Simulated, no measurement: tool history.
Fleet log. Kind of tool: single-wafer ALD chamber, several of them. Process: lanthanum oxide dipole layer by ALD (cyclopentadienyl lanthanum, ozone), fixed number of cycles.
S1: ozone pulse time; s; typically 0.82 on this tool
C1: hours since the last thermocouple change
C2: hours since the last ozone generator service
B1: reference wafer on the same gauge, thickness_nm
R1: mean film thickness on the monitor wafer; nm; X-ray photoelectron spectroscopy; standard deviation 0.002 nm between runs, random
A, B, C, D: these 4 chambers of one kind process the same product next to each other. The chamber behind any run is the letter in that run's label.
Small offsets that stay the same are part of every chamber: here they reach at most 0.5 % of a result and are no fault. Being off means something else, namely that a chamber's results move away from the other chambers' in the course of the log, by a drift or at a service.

Run 1A, hour 6.7: usual settings; C1 1224.2; C2 179.4; B1 0.50972. Result: R1 0.46875 nm.
Run 2C, hour 16.9: usual settings; C1 1104.8; C2 317.3; B1 0.51039. Result: R1 0.46732 nm.
Run 3D, hour 24.2: usual settings; C1 1253.0; C2 723.0; B1 0.51035. Result: R1 0.46089 nm.
Run 4B, hour 33.9: usual settings; C1 96.7; C2 134.2; B1 0.50945. Result: R1 0.46778 nm.
Run 5C, hour 45.9: usual settings; C1 1133.8; C2 346.3; B1 0.51067. Result: R1 0.46735 nm.
Run 6B, hour 51.8: usual settings; C1 114.6; C2 152.1; B1 0.50989. Result: R1 0.46640 nm.
Run 7D, hour 59.2: usual settings; C1 1288.0; C2 758.0; B1 0.51014. Result: R1 0.46507 nm.
Run 8A, hour 66.6: usual settings; C1 1284.1; C2 239.3; B1 0.51031. Result: R1 0.46686 nm.
Run 9B, hour 73.2: usual settings; C1 136.0; C2 173.5; B1 0.51003. Result: R1 0.46947 nm.
Run 10C, hour 80.6: usual settings; C1 1168.5; C2 381.0; B1 0.50968. Result: R1 0.46559 nm.
Run 11D, hour 90.7: usual settings but S1 0.72 s; C1 1319.5; C2 789.5; B1 0.50991. Result: R1 0.43820 nm.
Run 12A, hour 97.8: usual settings but S1 0.72 s; C1 1315.3; C2 270.5; B1 0.51026. Result: R1 0.44222 nm.
Run 13C, hour 103.1: usual settings but S1 0.72 s; C1 1191.0; C2 403.5; B1 0.50909. Result: R1 0.43440 nm.
Run 14A, hour 111.9: usual settings but S1 0.72 s; C1 1329.4; C2 284.6; B1 0.50957. Result: R1 0.44055 nm.
Run 15D, hour 122.7: usual settings but S1 1.09 s; C1 1351.5; C2 821.5; B1 0.51007. Result: R1 0.51003 nm.
Run 16B, hour 133.0: usual settings but S1 1.09 s; C1 195.8; C2 233.3; B1 0.51045. Result: R1 0.51417 nm.
Run 17A, hour 139.4: usual settings but S1 1.09 s; C1 1356.9; C2 312.1; B1 0.50983. Result: R1 0.51047 nm.
Run 18D, hour 150.0: usual settings but S1 1.09 s; C1 1378.8; C2 848.8; B1 0.50950. Result: R1 0.50973 nm.
Run 19B, hour 156.7: usual settings; C1 219.5; C2 257.0; B1 0.51050. Result: R1 0.46653 nm.
Run 20C, hour 166.5: usual settings; C1 1254.4; C2 466.9; B1 0.51024. Result: R1 0.45546 nm.
Run 21A, hour 175.3: usual settings but S1 1.10 s; C1 1392.8; C2 348.0; B1 0.51033. Result: R1 0.51719 nm.
Run 22D, hour 186.3: usual settings but S1 1.10 s; C1 1415.1; C2 885.1; B1 0.50990. Result: R1 0.50989 nm.
Run 23C, hour 195.8: usual settings but S1 1.10 s; C1 1283.7; C2 496.2; B1 0.51014. Result: R1 0.50741 nm.
Run 24B, hour 207.5: usual settings but S1 1.10 s; C1 270.3; C2 307.8; B1 0.50962. Result: R1 0.51508 nm.
Run 25B, hour 217.0: usual settings; C1 279.8; C2 317.3; B1 0.50986. Result: R1 0.47042 nm.
Run 26A, hour 228.1: usual settings; C1 1445.6; C2 400.8; B1 0.51016. Result: R1 0.46469 nm.
Run 27D, hour 237.6: usual settings; C1 1466.4; C2 936.4; B1 0.51010. Result: R1 0.46198 nm.
Run 28C, hour 245.4: usual settings but S1 0.60 s; C1 1333.3; C2 545.8; B1 0.50982. Result: R1 0.38711 nm.
Run 29A, hour 256.2: usual settings but S1 0.60 s; C1 1473.7; C2 428.9; B1 0.51049. Result: R1 0.39917 nm.
Run 30B, hour 267.9: usual settings but S1 0.60 s; C1 330.7; C2 368.2; B1 0.50942. Result: R1 0.40559 nm.

Has any chamber moved away from the others, gradually or after a service, or does the common gauge drift, or do the chambers differ only by their own small steady offsets? State the chamber and the most likely cause if one applies.

It is chamber C that slowly wanders off from its peers.
What lies behind it: ozone dose below that of a generator just serviced (%) = 9.4.

Below are 4 candidate recipes for chamber C's next run, each the usual settings with a change, their results shown as question marks. Which of them brings C's results back in line with what the other chambers give on the usual settings?
Counts as in line when no further than this from what the other chambers average on the usual settings: R1 0.00700 nm
Run 31C-1, hour 276.7: usual settings but S1 0.89 s. Result: R1 ?.
Run 31C-2, hour 276.7: usual settings but S1 0.70 s. Result: R1 ?.
Run 31C-3, hour 276.7: usual settings but S1 0.75 s. Result: R1 ?.
Run 31C-4, hour 276.7: usual settings but S1 0.98 s. Result: R1 ?.

Usual-settings mean across the other chambers: R1 0.46574 nm
  run       R1
31C-1  0.46502
31C-2  0.41700
31C-3  0.43129
31C-4  0.48256
31C-1 is the one that brings the chamber's results back in line with the other chambers.
